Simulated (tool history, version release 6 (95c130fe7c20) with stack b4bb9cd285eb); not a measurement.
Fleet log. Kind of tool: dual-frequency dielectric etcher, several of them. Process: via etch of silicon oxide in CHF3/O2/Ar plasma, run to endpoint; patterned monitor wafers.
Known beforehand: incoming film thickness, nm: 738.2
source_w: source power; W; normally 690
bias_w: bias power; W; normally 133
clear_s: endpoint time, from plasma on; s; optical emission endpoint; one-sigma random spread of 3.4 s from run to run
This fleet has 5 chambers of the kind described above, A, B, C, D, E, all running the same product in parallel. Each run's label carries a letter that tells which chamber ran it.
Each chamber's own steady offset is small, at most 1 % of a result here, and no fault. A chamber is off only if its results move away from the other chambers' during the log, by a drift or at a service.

{"run": "1C", "hour": 3.1, "source_w": 690, "bias_w": 133, "clear_s": 390.06}
{"run": "2E", "hour": 5.2, "source_w": 690, "bias_w": 133, "clear_s": 389.23}
{"run": "3A", "hour": 7.3, "source_w": 690, "bias_w": 133, "clear_s": 385.42}
{"hour": 10.9, "done": "chamber B: wet clean of the chamber"}
{"run": "4D", "hour": 11.1, "source_w": 690, "bias_w": 133, "clear_s": 391.62}
{"run": "5B", "hour": 13.4, "source_w": 690, "bias_w": 133, "clear_s": 392.02}
{"run": "6B", "hour": 17.0, "source_w": 690, "bias_w": 133, "clear_s": 387.68}
{"run": "7D", "hour": 20.9, "source_w": 690, "bias_w": 133, "clear_s": 386.76}
{"run": "8E", "hour": 25.3, "source_w": 690, "bias_w": 133, "clear_s": 388.33}
{"run": "9C", "hour": 27.8, "source_w": 690, "bias_w": 133, "clear_s": 383.95}
{"run": "10A", "hour": 29.7, "source_w": 690, "bias_w": 133, "clear_s": 387.62}
{"run": "11B", "hour": 31.8, "source_w": 690, "bias_w": 133, "clear_s": 392.3}
{"run": "12E", "hour": 35.2, "source_w": 690, "bias_w": 133, "clear_s": 388.84}
{"run": "13D", "hour": 38.7, "source_w": 690, "bias_w": 133, "clear_s": 384.62}
{"run": "14C", "hour": 42.1, "source_w": 690, "bias_w": 113, "clear_s": 406.81}
{"run": "15A", "hour": 44.4, "source_w": 690, "bias_w": 113, "clear_s": 410.61}
{"run": "16E", "hour": 47.5, "source_w": 690, "bias_w": 113, "clear_s": 409.3}
{"run": "17B", "hour": 49.6, "source_w": 690, "bias_w": 113, "clear_s": 405.23}
{"run": "18D", "hour": 52.1, "source_w": 690, "bias_w": 113, "clear_s": 403.61}
{"run": "19A", "hour": 54.6, "source_w": 690, "bias_w": 133, "clear_s": 390.38}
{"run": "20C", "hour": 57.6, "source_w": 690, "bias_w": 133, "clear_s": 380.86}
{"run": "21E", "hour": 61.4, "source_w": 800, "bias_w": 120, "clear_s": 380.85}
{"run": "22C", "hour": 65.0, "source_w": 800, "bias_w": 120, "clear_s": 379.27}
{"run": "23B", "hour": 69.2, "source_w": 800, "bias_w": 120, "clear_s": 376.52}
{"run": "24D", "hour": 71.3, "source_w": 800, "bias_w": 120, "clear_s": 384.13}
{"run": "25A", "hour": 74.8, "source_w": 800, "bias_w": 120, "clear_s": 379.07}
{"run": "26D", "hour": 76.9, "source_w": 690, "bias_w": 133, "clear_s": 385.31}
{"run": "27E", "hour": 81.3, "source_w": 690, "bias_w": 133, "clear_s": 385.33}
{"run": "28A", "hour": 85.0, "source_w": 690, "bias_w": 133, "clear_s": 380.72}
{"run": "29B", "hour": 89.0, "source_w": 690, "bias_w": 133, "clear_s": 391.15}
{"run": "30C", "hour": 91.3, "source_w": 690, "bias_w": 133, "clear_s": 389.45}
{"run": "31C", "hour": 95.3, "source_w": 690, "bias_w": 133, "clear_s": 387.81}
{"run": "32A", "hour": 97.3, "source_w": 690, "bias_w": 133, "clear_s": 376.1}
{"run": "33B", "hour": 101.7, "source_w": 690, "bias_w": 133, "clear_s": 387.24}
{"run": "34D", "hour": 105.4, "source_w": 690, "bias_w": 133, "clear_s": 379.39}
{"hour": 105.7, "done": "chamber A: source power generator calibrated"}
{"run": "35E", "hour": 109.0, "source_w": 690, "bias_w": 133, "clear_s": 385.4}
{"run": "36D", "hour": 112.9, "source_w": 690, "bias_w": 133, "clear_s": 390.84}
{"run": "37E", "hour": 117.4, "source_w": 690, "bias_w": 133, "clear_s": 387.23}
{"run": "38C", "hour": 121.2, "source_w": 690, "bias_w": 133, "clear_s": 383.16}
{"run": "39A", "hour": 123.2, "source_w": 690, "bias_w": 133, "clear_s": 377.87}
{"run": "40B", "hour": 127.1, "source_w": 690, "bias_w": 133, "clear_s": 387.56}
{"run": "41B", "hour": 131.1, "source_w": 690, "bias_w": 133, "clear_s": 389.22}
{"run": "42C", "hour": 135.5, "source_w": 690, "bias_w": 133, "clear_s": 384.5}

Next, all 5 chambers run the settings below, one line each with question marks for the results. What does each chamber give?
{"run": "43A", "hour": 138.8, "source_w": 690, "bias_w": 154, "clear_s": "?"}
{"run": "43B", "hour": 138.8, "source_w": 690, "bias_w": 154, "clear_s": "?"}
{"run": "43C", "hour": 138.8, "source_w": 690, "bias_w": 154, "clear_s": "?"}
{"run": "43D", "hour": 138.8, "source_w": 690, "bias_w": 154, "clear_s": "?"}
{"run": "43E", "hour": 138.8, "source_w": 690, "bias_w": 154, "clear_s": "?"}

run=43A clear_s=359.29
run=43B clear_s=370.12
run=43C clear_s=376.03
run=43D clear_s=369.71
run=43E clear_s=366.04
